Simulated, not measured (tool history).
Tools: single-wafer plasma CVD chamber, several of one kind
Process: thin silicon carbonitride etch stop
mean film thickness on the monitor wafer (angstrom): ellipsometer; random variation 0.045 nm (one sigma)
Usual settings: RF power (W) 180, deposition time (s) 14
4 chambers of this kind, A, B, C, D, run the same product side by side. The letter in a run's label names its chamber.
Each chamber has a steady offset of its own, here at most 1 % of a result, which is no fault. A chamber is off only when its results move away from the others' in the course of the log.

| run | hour | RF power (W) | deposition time (s) | hours since the last thermocouple change | hours since the last RF generator calibration | read-back reference wafer on the same gauge, thickness_nm | mean film thickness on the monitor wafer (angstrom) |
|---|---|---|---|---|---|---|---|
| 1B | 7.4 | 180 | 14 | 1376.7 | 627.2 | 7.4658 | 77.485 |
| 2C | 18.9 | 180 | 14 | 791.5 | 464.9 | 7.4629 | 77.294 |
| 3D | 28.1 | 180 | 14 | 1618 | 933 | 7.4784 | 76.719 |
| 4A | 40.7 | 180 | 14 | 2310.2 | 854.4 | 7.4867 | 77.123 |
| 5C | 49.5 | 180 | 14 | 822.1 | 495.5 | 7.4666 | 77.197 |
| 6D | 57.1 | 180 | 14 | 1647 | 962 | 7.4679 | 77.157 |
| 7A | 70.4 | 180 | 14 | 2339.9 | 884.1 | 7.4775 | 76.516 |
| 8B | 77.4 | 180 | 14 | 1446.7 | 697.2 | 7.4764 | 77.909 |
| 9C | 90.1 | 190 | 12.6 | 862.7 | 536.1 | 7.4759 | 70.031 |
|  | 97.6 | chamber D: thermocouple changed; heater temperature recalibrated |
| 10D | 97.6 | 190 | 12.6 | 0.1 | 1002.5 | 7.4778 | 70.315 |
| 11A | 106.7 | 190 | 12.6 | 2376.2 | 920.4 | 7.4726 | 70.587 |
| 12B | 113.2 | 190 | 12.6 | 1482.5 | 733 | 7.4608 | 70.459 |
| 13A | 119.9 | 180 | 14 | 2389.4 | 933.6 | 7.4679 | 76.646 |
| 14D | 129.7 | 180 | 14 | 32.2 | 1034.6 | 7.4682 | 76.37 |
| 15C | 138.9 | 180 | 14 | 911.5 | 584.9 | 7.4658 | 77.299 |
| 16B | 148.2 | 180 | 14 | 1517.5 | 768 | 7.4674 | 77.799 |
| 17A | 155.5 | 145 | 14 | 2425 | 969.2 | 7.461 | 71.786 |
| 18C | 162.4 | 145 | 14 | 935 | 608.4 | 7.4682 | 72.77 |
|  | 163.9 | chamber D: RF generator calibrated |
| 19D | 172.1 | 145 | 14 | 74.6 | 8.2 | 7.473 | 72.024 |
| 20B | 181.8 | 145 | 14 | 1551.1 | 801.6 | 7.4686 | 71.972 |
| 21D | 193.9 | 180 | 14 | 96.4 | 30 | 7.4656 | 76.71 |
| 22C | 201.5 | 180 | 14 | 974.1 | 647.5 | 7.4726 | 77.562 |
| 23B | 210 | 180 | 14 | 1579.3 | 829.8 | 7.466 | 77.755 |
| 24A | 217 | 180 | 14 | 2486.5 | 1030.7 | 7.4682 | 77.404 |
| 25C | 224.3 | 180 | 14 | 996.9 | 670.3 | 7.4701 | 77.097 |
| 26D | 236.5 | 180 | 14 | 139 | 72.6 | 7.487 | 76.756 |
| 27A | 250.3 | 180 | 14 | 2519.8 | 1064 | 7.4705 | 77.077 |
| 28B | 263.4 | 180 | 11.4 | 1632.7 | 883.2 | 7.4665 | 62.402 |
| 29B | 272.2 | 180 | 11.4 | 1641.5 | 892 | 7.4699 | 62.4 |
|  | 279.9 | chamber C: thermocouple changed; heater temperature recalibrated |
| 30D | 280.9 | 180 | 11.4 | 183.4 | 117 | 7.4687 | 63.029 |
| 31C | 288.8 | 180 | 11.4 | 8.9 | 734.8 | 7.4577 | 62.892 |
| 32A | 295.1 | 180 | 14 | 2564.6 | 1108.8 | 7.4748 | 76.747 |
| 33C | 306.2 | 180 | 14 | 26.3 | 752.2 | 7.4712 | 77.029 |
| 34B | 319 | 180 | 14 | 1688.3 | 938.8 | 7.4687 | 76.961 |
| 35A | 329 | 180 | 14 | 2598.5 | 1142.7 | 7.459 | 76.246 |
| 36D | 338.8 | 180 | 14 | 241.3 | 174.9 | 7.4772 | 77.08 |

What goes on in this fleet: one chamber off, a drifting gauge, or nothing beyond the chambers' own small offsets? Name the chamber and the cause, if any.

No chamber stands off beyond its own small offset, and the gauge holds steady.
